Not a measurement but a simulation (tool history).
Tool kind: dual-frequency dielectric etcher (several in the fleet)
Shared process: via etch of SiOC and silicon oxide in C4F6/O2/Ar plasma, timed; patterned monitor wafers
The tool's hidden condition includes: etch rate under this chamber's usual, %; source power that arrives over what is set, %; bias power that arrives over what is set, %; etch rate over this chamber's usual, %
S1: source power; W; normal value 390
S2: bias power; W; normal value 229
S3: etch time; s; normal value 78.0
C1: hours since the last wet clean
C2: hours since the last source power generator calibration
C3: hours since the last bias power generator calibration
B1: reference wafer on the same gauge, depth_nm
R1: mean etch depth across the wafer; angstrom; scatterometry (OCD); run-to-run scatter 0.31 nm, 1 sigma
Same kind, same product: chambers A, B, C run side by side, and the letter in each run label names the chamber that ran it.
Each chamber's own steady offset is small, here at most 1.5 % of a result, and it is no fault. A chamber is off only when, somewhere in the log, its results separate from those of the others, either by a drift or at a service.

Run 1A, day 0.142: usual settings; C1 213.6; C2 120.8; C3 79.8; B1 88.482. Result: R1 942.34 angstrom.
Run 2B, day 0.300: usual settings; C1 297.8; C2 1344.9; C3 1500.7; B1 88.459. Result: R1 956.82 angstrom.
Run 3C, day 0.458: usual settings; C1 440.3; C2 1088.8; C3 919.4; B1 88.506. Result: R1 942.45 angstrom.
Run 4B, day 0.683: usual settings; C1 307.0; C2 1354.1; C3 1509.9; B1 88.508. Result: R1 960.83 angstrom.
Run 5C, day 0.817: usual settings; C1 448.9; C2 1097.4; C3 928.0; B1 88.524. Result: R1 942.45 angstrom.
Run 6A, day 1.071: usual settings; C1 235.9; C2 143.1; C3 102.1; B1 88.512. Result: R1 939.26 angstrom.
Run 7B, day 1.358: usual settings; C1 323.2; C2 1370.3; C3 1526.1; B1 88.541. Result: R1 954.05 angstrom.
Run 8A, day 1.596: usual settings; C1 248.5; C2 155.7; C3 114.7; B1 88.530. Result: R1 939.77 angstrom.
Run 9C, day 1.762: usual settings; C1 471.6; C2 1120.1; C3 950.7; B1 88.483. Result: R1 943.83 angstrom.
Run 10A, day 1.967: usual settings; C1 257.4; C2 164.6; C3 123.6; B1 88.448. Result: R1 938.98 angstrom.
At day 2.000: chamber C: wet clean of the chamber.
Run 11B, day 2.192: usual settings; C1 343.2; C2 1390.3; C3 1546.1; B1 88.500. Result: R1 956.14 angstrom.
Run 12C, day 2.450: usual settings but S1 320 W, S2 185 W; C1 10.8; C2 1136.6; C3 967.2; B1 88.532. Result: R1 812.26 angstrom.
Run 13B, day 2.688: usual settings but S1 320 W, S2 185 W; C1 355.1; C2 1402.2; C3 1558.0; B1 88.517. Result: R1 829.28 angstrom.
Run 14C, day 2.829: usual settings but S1 320 W, S2 185 W; C1 19.9; C2 1145.7; C3 976.3; B1 88.464. Result: R1 823.05 angstrom.
Run 15A, day 2.975: usual settings; C1 281.6; C2 188.8; C3 147.8; B1 88.507. Result: R1 929.33 angstrom.
Run 16B, day 3.233: usual settings; C1 368.2; C2 1415.3; C3 1571.1; B1 88.513. Result: R1 960.57 angstrom.
At day 3.479: chamber B: wet clean of the chamber.
Run 17A, day 3.488: usual settings; C1 293.9; C2 201.1; C3 160.1; B1 88.545. Result: R1 926.35 angstrom.
Run 18C, day 3.629: usual settings; C1 39.1; C2 1164.9; C3 995.5; B1 88.474. Result: R1 945.25 angstrom.
Run 19B, day 3.867: usual settings; C1 9.3; C2 1430.5; C3 1586.3; B1 88.538. Result: R1 958.08 angstrom.
Run 20C, day 4.129: usual settings but S3 91.5 s; C1 51.1; C2 1176.9; C3 1007.5; B1 88.482. Result: R1 1110.50 angstrom.

Has any chamber moved away from the others, gradually or after a service, or does the common gauge drift, or do the chambers differ only by their own small steady offsets? State the chamber and the most likely cause if one applies.

Chamber A drifts away from the others.
What lies behind it: etch rate under this chamber's usual, % = 2.63.

Below are 4 candidate recipes for chamber A's next run, each the usual settings with a change, their results shown as question marks. Which of them brings A's results back in line with what the other chambers give on the usual settings?
Maximum distance from the other chambers' mean on the usual settings for a result to count as in line: R1 11.00 angstrom
Run 21A-1, day 4.338: usual settings but S1 380 W, S2 226 W, S3 74.0 s. Result: R1 ?.
Run 21A-2, day 4.338: usual settings but S2 254 W. Result: R1 ?.
Run 21A-3, day 4.338: usual settings but S1 400 W, S2 232 W, S3 82.0 s. Result: R1 ?.
Run 21A-4, day 4.338: usual settings but S1 350 W. Result: R1 ?.

Mean of the other chambers on the usual settings: R1 951.24 angstrom
  run      R1
21A-1  859.32
21A-2  951.31
21A-3  979.36
21A-4  881.97
The answer is 21A-2, which returns the chamber to within the allowed miss of the others.

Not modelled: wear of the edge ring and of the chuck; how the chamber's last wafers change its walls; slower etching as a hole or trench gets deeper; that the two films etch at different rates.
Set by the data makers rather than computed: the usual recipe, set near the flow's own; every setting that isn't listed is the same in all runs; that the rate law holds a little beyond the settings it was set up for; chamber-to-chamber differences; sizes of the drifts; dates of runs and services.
